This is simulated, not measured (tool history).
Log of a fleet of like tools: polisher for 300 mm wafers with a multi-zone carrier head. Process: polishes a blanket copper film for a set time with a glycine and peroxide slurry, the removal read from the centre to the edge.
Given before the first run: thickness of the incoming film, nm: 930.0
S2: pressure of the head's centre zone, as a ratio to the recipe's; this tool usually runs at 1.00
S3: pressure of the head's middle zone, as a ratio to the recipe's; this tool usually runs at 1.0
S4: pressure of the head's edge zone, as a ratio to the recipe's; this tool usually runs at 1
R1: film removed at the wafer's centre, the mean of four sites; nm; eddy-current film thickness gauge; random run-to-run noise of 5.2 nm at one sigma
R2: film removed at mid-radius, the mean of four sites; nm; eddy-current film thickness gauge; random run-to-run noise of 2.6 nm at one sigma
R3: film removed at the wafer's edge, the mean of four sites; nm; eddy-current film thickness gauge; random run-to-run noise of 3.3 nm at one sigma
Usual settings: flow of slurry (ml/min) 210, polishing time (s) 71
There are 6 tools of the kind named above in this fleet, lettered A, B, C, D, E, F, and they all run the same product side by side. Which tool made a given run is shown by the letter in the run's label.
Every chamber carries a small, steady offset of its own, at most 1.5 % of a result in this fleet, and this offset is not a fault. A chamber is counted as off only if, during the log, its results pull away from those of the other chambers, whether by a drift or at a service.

{"run": "1E", "hour": 9.3, "flow of slurry (ml/min)": 210, "S2": 1.0, "S3": 1.0, "S4": 1, "polishing time (s)": 71, "R1": 401.1, "R2": 393.56, "R3": 392.54}
{"hour": 11.9, "done": "chamber C: worn pad replaced by a new one"}
{"hour": 14.2, "done": "chamber F: worn pad replaced by a new one"}
{"hour": 16.8, "done": "chamber A: worn pad replaced by a new one"}
{"run": "2F", "hour": 20.9, "flow of slurry (ml/min)": 210, "S2": 1.0, "S3": 1.0, "S4": 1, "polishing time (s)": 71, "R1": 395.25, "R2": 394.89, "R3": 393.85}
{"hour": 31.2, "done": "chamber D: slurry nozzle cleaned"}
{"run": "3D", "hour": 32.7, "flow of slurry (ml/min)": 210, "S2": 1.0, "S3": 1.0, "S4": 1, "polishing time (s)": 71, "R1": 400.25, "R2": 391.64, "R3": 401.09}
{"run": "4A", "hour": 44.5, "flow of slurry (ml/min)": 210, "S2": 1.0, "S3": 1.0, "S4": 1, "polishing time (s)": 71, "R1": 391.32, "R2": 395.69, "R3": 401.75}
{"hour": 49.4, "done": "chamber F: slurry nozzle cleaned"}
{"run": "5C", "hour": 51.6, "flow of slurry (ml/min)": 210, "S2": 1.0, "S3": 1.0, "S4": 1, "polishing time (s)": 71, "R1": 390.36, "R2": 393.03, "R3": 386.67}
{"run": "6B", "hour": 63.2, "flow of slurry (ml/min)": 210, "S2": 1.0, "S3": 1.0, "S4": 1, "polishing time (s)": 71, "R1": 391.62, "R2": 395.67, "R3": 397.78}
{"run": "7E", "hour": 69.5, "flow of slurry (ml/min)": 210, "S2": 1.0, "S3": 1.0, "S4": 1, "polishing time (s)": 71, "R1": 399.87, "R2": 396.76, "R3": 396.5}
{"run": "8D", "hour": 81.8, "flow of slurry (ml/min)": 210, "S2": 1.0, "S3": 1.0, "S4": 1, "polishing time (s)": 71, "R1": 393.88, "R2": 390.23, "R3": 397.57}
{"run": "9B", "hour": 92.9, "flow of slurry (ml/min)": 210, "S2": 1.0, "S3": 1.0, "S4": 1, "polishing time (s)": 71, "R1": 394.22, "R2": 393.75, "R3": 391.65}
{"run": "10F", "hour": 104.2, "flow of slurry (ml/min)": 210, "S2": 1.0, "S3": 1.0, "S4": 1, "polishing time (s)": 71, "R1": 389.63, "R2": 392.31, "R3": 394.34}
{"hour": 110.1, "done": "chamber E: worn pad replaced by a new one"}
{"hour": 111.9, "done": "chamber B: worn pad replaced by a new one"}
{"run": "11A", "hour": 112.7, "flow of slurry (ml/min)": 210, "S2": 1.0, "S3": 1.1, "S4": 1, "polishing time (s)": 64, "R1": 355.14, "R2": 388.97, "R3": 352.93}
{"run": "12C", "hour": 120.9, "flow of slurry (ml/min)": 210, "S2": 1.0, "S3": 1.1, "S4": 1, "polishing time (s)": 64, "R1": 361.0, "R2": 392.96, "R3": 356.78}
{"run": "13E", "hour": 131.7, "flow of slurry (ml/min)": 210, "S2": 1.0, "S3": 1.1, "S4": 1, "polishing time (s)": 64, "R1": 352.73, "R2": 386.2, "R3": 354.25}
{"hour": 132.8, "done": "chamber F: worn pad replaced by a new one"}
{"run": "14A", "hour": 141.3, "flow of slurry (ml/min)": 210, "S2": 1.0, "S3": 1.1, "S4": 1, "polishing time (s)": 64, "R1": 350.09, "R2": 390.52, "R3": 354.05}
{"run": "15D", "hour": 150.4, "flow of slurry (ml/min)": 210, "S2": 1.0, "S3": 1.1, "S4": 1, "polishing time (s)": 64, "R1": 358.39, "R2": 383.61, "R3": 358.37}
{"hour": 160.7, "done": "chamber C: worn pad replaced by a new one"}
{"run": "16B", "hour": 162.2, "flow of slurry (ml/min)": 210, "S2": 1.0, "S3": 1.1, "S4": 1, "polishing time (s)": 64, "R1": 359.64, "R2": 390.82, "R3": 354.5}
{"run": "17F", "hour": 175.7, "flow of slurry (ml/min)": 210, "S2": 1.0, "S3": 1.0, "S4": 1, "polishing time (s)": 71, "R1": 394.77, "R2": 396.55, "R3": 396.48}
{"hour": 177.0, "done": "chamber A: worn pad replaced by a new one"}
{"run": "18C", "hour": 186.7, "flow of slurry (ml/min)": 210, "S2": 1.0, "S3": 1.0, "S4": 1, "polishing time (s)": 71, "R1": 401.15, "R2": 398.05, "R3": 387.93}
{"run": "19B", "hour": 196.6, "flow of slurry (ml/min)": 210, "S2": 1.0, "S3": 1.0, "S4": 1, "polishing time (s)": 71, "R1": 393.84, "R2": 398.66, "R3": 389.34}
{"run": "20F", "hour": 207.0, "flow of slurry (ml/min)": 210, "S2": 1.0, "S3": 1.0, "S4": 1, "polishing time (s)": 71, "R1": 393.46, "R2": 390.91, "R3": 398.05}
{"hour": 210.5, "done": "chamber F: centre zone pressure recalibrated"}
{"hour": 212.7, "done": "chamber D: worn pad replaced by a new one"}
{"run": "21D", "hour": 220.2, "flow of slurry (ml/min)": 210, "S2": 1.0, "S3": 1.0, "S4": 1, "polishing time (s)": 71, "R1": 396.44, "R2": 396.75, "R3": 398.6}
{"run": "22E", "hour": 227.0, "flow of slurry (ml/min)": 210, "S2": 1.0, "S3": 1.0, "S4": 1, "polishing time (s)": 71, "R1": 396.27, "R2": 389.53, "R3": 391.54}
{"hour": 228.3, "done": "chamber A: centre zone pressure recalibrated"}
{"run": "23C", "hour": 235.1, "flow of slurry (ml/min)": 210, "S2": 1.0, "S3": 1.0, "S4": 1, "polishing time (s)": 71, "R1": 403.85, "R2": 398.2, "R3": 393.32}
{"hour": 241.7, "done": "chamber B: centre zone pressure recalibrated"}
{"run": "24A", "hour": 243.8, "flow of slurry (ml/min)": 210, "S2": 1.0, "S3": 1.0, "S4": 1, "polishing time (s)": 71, "R1": 398.38, "R2": 396.23, "R3": 398.65}
{"run": "25C", "hour": 251.7, "flow of slurry (ml/min)": 210, "S2": 1.0, "S3": 1.0, "S4": 1, "polishing time (s)": 71, "R1": 401.65, "R2": 400.37, "R3": 391.38}
{"hour": 252.4, "done": "chamber F: worn pad replaced by a new one"}
{"hour": 260.7, "done": "chamber F: edge zone pressure recalibrated"}
{"run": "26E", "hour": 263.3, "flow of slurry (ml/min)": 210, "S2": 1.0, "S3": 1.0, "S4": 1, "polishing time (s)": 71, "R1": 390.72, "R2": 388.74, "R3": 393.71}
{"run": "27F", "hour": 269.8, "flow of slurry (ml/min)": 210, "S2": 1.0, "S3": 1.0, "S4": 1, "polishing time (s)": 71, "R1": 400.21, "R2": 392.68, "R3": 391.47}
{"hour": 276.2, "done": "chamber A: slurry nozzle cleaned"}
{"run": "28B", "hour": 277.5, "flow of slurry (ml/min)": 210, "S2": 1.0, "S3": 1.0, "S4": 1, "polishing time (s)": 71, "R1": 392.46, "R2": 393.09, "R3": 388.52}
{"hour": 287.5, "done": "chamber B: worn pad replaced by a new one"}
{"run": "29A", "hour": 288.1, "flow of slurry (ml/min)": 210, "S2": 1.11, "S3": 1.0, "S4": 1, "polishing time (s)": 71, "R1": 441.37, "R2": 392.2, "R3": 399.86}
{"run": "30D", "hour": 298.8, "flow of slurry (ml/min)": 210, "S2": 1.11, "S3": 1.0, "S4": 1, "polishing time (s)": 71, "R1": 429.48, "R2": 392.46, "R3": 400.68}
{"run": "31A", "hour": 309.3, "flow of slurry (ml/min)": 210, "S2": 1.11, "S3": 1.0, "S4": 1, "polishing time (s)": 71, "R1": 441.49, "R2": 392.4, "R3": 394.28}
{"hour": 313.0, "done": "chamber C: worn pad replaced by a new one"}
{"run": "32C", "hour": 318.5, "flow of slurry (ml/min)": 210, "S2": 1.11, "S3": 1.0, "S4": 1, "polishing time (s)": 71, "R1": 443.48, "R2": 396.51, "R3": 391.36}
{"hour": 325.0, "done": "chamber E: worn pad replaced by a new one"}
{"run": "33B", "hour": 330.7, "flow of slurry (ml/min)": 210, "S2": 1.11, "S3": 1.0, "S4": 1, "polishing time (s)": 71, "R1": 435.64, "R2": 396.52, "R3": 387.44}
{"run": "34D", "hour": 343.5, "flow of slurry (ml/min)": 210, "S2": 1.11, "S3": 1.0, "S4": 1, "polishing time (s)": 71, "R1": 448.61, "R2": 391.16, "R3": 392.11}
{"run": "35E", "hour": 356.7, "flow of slurry (ml/min)": 210, "S2": 1.0, "S3": 1.0, "S4": 1, "polishing time (s)": 71, "R1": 395.13, "R2": 394.92, "R3": 394.08}
{"run": "36F", "hour": 370.3, "flow of slurry (ml/min)": 210, "S2": 1.0, "S3": 1.0, "S4": 1, "polishing time (s)": 71, "R1": 389.3, "R2": 393.9, "R3": 394.81}
{"run": "37B", "hour": 381.9, "flow of slurry (ml/min)": 265, "S2": 1.0, "S3": 1.0, "S4": 1, "polishing time (s)": 56, "R1": 319.78, "R2": 324.95, "R3": 314.26}
{"hour": 384.8, "done": "chamber F: worn pad replaced by a new one"}
{"run": "38F", "hour": 388.0, "flow of slurry (ml/min)": 265, "S2": 1.0, "S3": 1.0, "S4": 1, "polishing time (s)": 56, "R1": 324.14, "R2": 319.67, "R3": 317.23}

All 6 chambers run these settings next. Forecast each chamber's results:
{"run": "39A", "hour": 397.9, "flow of slurry (ml/min)": 210, "S2": 1.0, "S3": 1.0, "S4": 1, "polishing time (s)": 60, "R1": "?", "R2": "?", "R3": "?"}
{"run": "39B", "hour": 397.9, "flow of slurry (ml/min)": 210, "S2": 1.0, "S3": 1.0, "S4": 1, "polishing time (s)": 60, "R1": "?", "R2": "?", "R3": "?"}
{"run": "39C", "hour": 397.9, "flow of slurry (ml/min)": 210, "S2": 1.0, "S3": 1.0, "S4": 1, "polishing time (s)": 60, "R1": "?", "R2": "?", "R3": "?"}
{"run": "39D", "hour": 397.9, "flow of slurry (ml/min)": 210, "S2": 1.0, "S3": 1.0, "S4": 1, "polishing time (s)": 60, "R1": "?", "R2": "?", "R3": "?"}
{"run": "39E", "hour": 397.9, "flow of slurry (ml/min)": 210, "S2": 1.0, "S3": 1.0, "S4": 1, "polishing time (s)": 60, "R1": "?", "R2": "?", "R3": "?"}
{"run": "39F", "hour": 397.9, "flow of slurry (ml/min)": 210, "S2": 1.0, "S3": 1.0, "S4": 1, "polishing time (s)": 60, "R1": "?", "R2": "?", "R3": "?"}

run=39A R1=329.87 R2=332.80 R3=331.96
run=39B R1=331.24 R2=332.08 R3=332.87
run=39C R1=344.94 R2=337.63 R3=334.59
run=39D R1=336.02 R2=329.66 R3=333.46
run=39E R1=335.59 R2=327.96 R3=332.72
run=39F R1=329.06 R2=333.22 R3=332.52
